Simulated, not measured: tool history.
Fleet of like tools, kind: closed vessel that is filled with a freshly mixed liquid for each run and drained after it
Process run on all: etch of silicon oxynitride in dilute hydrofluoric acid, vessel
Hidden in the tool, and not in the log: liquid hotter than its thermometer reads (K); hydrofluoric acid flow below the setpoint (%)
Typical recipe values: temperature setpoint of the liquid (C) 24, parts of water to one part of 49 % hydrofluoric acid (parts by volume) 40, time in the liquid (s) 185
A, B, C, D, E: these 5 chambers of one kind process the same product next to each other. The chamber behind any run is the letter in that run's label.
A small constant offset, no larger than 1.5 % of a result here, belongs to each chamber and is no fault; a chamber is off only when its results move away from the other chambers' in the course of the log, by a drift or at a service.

run    day  temperature setpoint of the liquid (C)  parts of water to one part of 49 % hydrofluoric acid (parts by volume)  time in the liquid (s)  hours since the thermometer was replaced  hours since the hydrofluoric acid flow meter was replaced  read-back film thickness of the silicon oxynitride reference wafer, read on the same gauge (nm)  thickness taken off the silicon oxynitride on a monitor wafer (Å)
 1D  0.167                                      24                                                                      40                     185                                    1393.4                                                      602.8                                                                                           50.028                                                             182.59
 2C  0.367                                      24                                                                      40                     185                                     755.8                                                      606.3                                                                                           50.002                                                             188.38
 3E  0.554                                      24                                                                      40                     185                                     108.2                                                      690.6                                                                                           50.012                                                             187.63
 4A  0.879                                      24                                                                      40                     185                                     432.5                                                      183.3                                                                                           49.982                                                             188.41
 5B  1.246                                      24                                                                      40                     185                                     679.4                                                      333.5                                                                                           49.978                                                             182.71
 6A  1.429                                      24                                                                      40                     185                                     445.7                                                      196.5                                                                                           49.986                                                             191.91
 7D  1.725                                      24                                                                      40                     255                                    1430.8                                                      640.2                                                                                           49.964                                                             254.11
 8E  1.933                                      24                                                                      40                     255                                     141.3                                                      723.7                                                                                           50.007                                                             259.97
 9B  2.258                                      24                                                                      40                     255                                     703.7                                                      357.8                                                                                           50.007                                                             258.89
10C  2.446                                      24                                                                      40                     255                                     805.7                                                      656.2                                                                                           50.021                                                             252.85
11B  2.762                                      24                                                                      40                     255                                     715.8                                                      369.9                                                                                           50.008                                                             256.74
12E  3.092                                      24                                                                      40                     185                                     169.1                                                      751.5                                                                                           50.024                                                             187.81
13C  3.442                                      24                                                                      40                     185                                     829.6                                                      680.1                                                                                           50.018                                                             185.31
14D  3.817                                      24                                                                      60                     140                                      1481                                                      690.4                                                                                           49.986                                                             92.076
15A    4.1                                      24                                                                      60                     140                                     509.8                                                      260.6                                                                                           50.014                                                             93.512
16B  4.288                                      24                                                                      60                     140                                     752.4                                                      406.5                                                                                               50                                                             91.997
17E  4.508                                      24                                                                      60                     140                                     203.1                                                      785.5                                                                                           49.984                                                             91.624
18A  4.817                                      24                                                                      60                     140                                       527                                                      277.8                                                                                           49.985                                                             93.817
19D  5.067                                      24                                                                      40                     185                                      1511                                                      720.4                                                                                           50.002                                                             184.36
20C   5.35                                      24                                                                      40                     185                                     875.4                                                      725.9                                                                                           49.977                                                              188.4
21D  5.588                                      24                                                                      40                     185                                    1523.5                                                      732.9                                                                                           49.989                                                              186.2
22B  5.904                                      24                                                                      40                     185                                     791.2                                                      445.3                                                                                            49.96                                                             184.95
23C  6.133                                      24                                                                      40                     185                                     894.2                                                      744.7                                                                                           49.994                                                             184.25
24A  6.292                                    21.5                                                                      55                     185                                     562.4                                                      313.2                                                                                           50.031                                                              118.6
      6.45  -- chamber D: thermometer replaced
25E  6.512                                    21.5                                                                      55                     185                                     251.2                                                      833.6                                                                                           49.997                                                             114.33
26C  6.692                                    21.5                                                                      55                     185                                     907.6                                                      758.1                                                                                           49.998                                                              120.4
27E  7.042                                    21.5                                                                      55                     185                                     263.9                                                      846.3                                                                                           50.028                                                             110.53
28A   7.25                                    21.5                                                                      55                     185                                     585.4                                                      336.2                                                                                           50.017                                                             118.97
29D  7.542                                      24                                                                      40                     185                                      26.3                                                      779.8                                                                                           49.998                                                             186.73
30B  7.883                                      24                                                                      40                     185                                     838.7                                                      492.8                                                                                            50.01                                                             185.26
31A  8.058                                      24                                                                      40                     185                                     604.8                                                      355.6                                                                                           50.023                                                             187.27
32D  8.354                                      24                                                                      40                     185                                      45.8                                                      799.3                                                                                           49.987                                                             186.95
33B  8.608                                      24                                                                      40                     185                                     856.1                                                      510.2                                                                                           50.008                                                             186.28
34E  8.883                                      24                                                                      40                     185                                     308.1                                                      890.5                                                                                           50.004                                                             168.88
35C  9.171                                      24                                                                      40                     185                                     967.1                                                      817.6                                                                                           49.994                                                             182.98
36C  9.517                                      24                                                                      40                     185                                     975.4                                                      825.9                                                                                           49.971                                                             186.13

For the next run the whole fleet of 5 chambers uses the same settings. Give each chamber's results:
37A  9.783                                      24                                                                      40                     185                                                                                                                                                                                                                                                                        ?
37B  9.783                                      24                                                                      40                     185                                                                                                                                                                                                                                                                        ?
37C  9.783                                      24                                                                      40                     185                                                                                                                                                                                                                                                                        ?
37D  9.783                                      24                                                                      40                     185                                                                                                                                                                                                                                                                        ?
37E  9.783                                      24                                                                      40                     185                                                                                                                                                                                                                                                                        ?

run  thickness taken off the silicon oxynitride on a monitor wafer (Å)
37A                                                             187.91
37B                                                              187.5
37C                                                             184.28
37D                                                             185.39
37E                                                              168.5

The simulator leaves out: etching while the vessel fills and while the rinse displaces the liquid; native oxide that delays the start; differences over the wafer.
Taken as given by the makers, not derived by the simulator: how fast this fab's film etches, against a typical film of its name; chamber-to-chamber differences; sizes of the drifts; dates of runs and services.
